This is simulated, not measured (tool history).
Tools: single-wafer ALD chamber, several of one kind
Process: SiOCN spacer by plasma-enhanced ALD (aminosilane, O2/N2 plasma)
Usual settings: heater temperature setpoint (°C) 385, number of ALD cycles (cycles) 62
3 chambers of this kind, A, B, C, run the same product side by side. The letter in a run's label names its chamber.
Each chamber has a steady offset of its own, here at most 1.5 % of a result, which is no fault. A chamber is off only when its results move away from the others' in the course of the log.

run   hour  heater temperature setpoint (°C)  number of ALD cycles (cycles)  hours since the last thermocouple change  read-back reference wafer on the same gauge, thickness_nm  mean film thickness on the monitor wafer (angstrom)
 1A   11.8                               385                             62                                     139.7                                                     3.4600                                               37.125
 2B   25.4                               385                             62                                    1100.4                                                     3.4622                                               37.322
 3C   39.6                               385                             62                                    2571.3                                                     3.4630                                               37.808
 4C   46.8                               385                             62                                    2578.5                                                     3.4633                                               37.836
 5B   57.4                               385                             62                                    1132.4                                                     3.4640                                               37.289
 6A   73.0                               385                             62                                     200.9                                                     3.4644                                               37.176
 7C   83.0                               385                             62                                    2614.7                                                     3.4656                                               37.869
      86.2  -- chamber C: thermocouple changed; heater temperature recalibrated
 8A   98.5                               374                             69                                     226.4                                                     3.4670                                               41.443
 9B  108.3                               374                             69                                    1183.3                                                     3.4659                                               41.547
     119.6  -- chamber B: thermocouple changed; heater temperature recalibrated
10A  119.6                               374                             69                                     247.5                                                     3.4682                                               41.305
11B  127.0                               385                             62                                       7.4                                                     3.4669                                               37.338
12C  141.4                               395                             62                                      55.2                                                     3.4686                                               37.922
13B  156.5                               395                             62                                      36.9                                                     3.4704                                               37.368
14C  166.6                               395                             62                                      80.4                                                     3.4697                                               37.936
15A  176.4                               385                             53                                     304.3                                                     3.4713                                               31.841
16A  187.8                               385                             53                                     315.7                                                     3.4732                                               31.796
17C  199.5                               385                             53                                     113.3                                                     3.4727                                               32.451
18B  206.7                               385                             62                                      87.1                                                     3.4730                                               37.458
19C  217.9                               385                             67                                     131.7                                                     3.4741                                               41.009
20B  226.0                               385                             67                                     106.4                                                     3.4746                                               40.557
21A  233.7                               385                             67                                     361.6                                                     3.4751                                               40.295

All 3 chambers run these settings next. Forecast each chamber's results:
22A  244.9                               385                             54                                                                                                                                                         ?
22B  244.9                               385                             54                                                                                                                                                         ?
22C  244.9                               385                             54                                                                                                                                                         ?

run  mean film thickness on the monitor wafer (angstrom)
22A                                               32.468
22B                                               32.668
22C                                               33.032

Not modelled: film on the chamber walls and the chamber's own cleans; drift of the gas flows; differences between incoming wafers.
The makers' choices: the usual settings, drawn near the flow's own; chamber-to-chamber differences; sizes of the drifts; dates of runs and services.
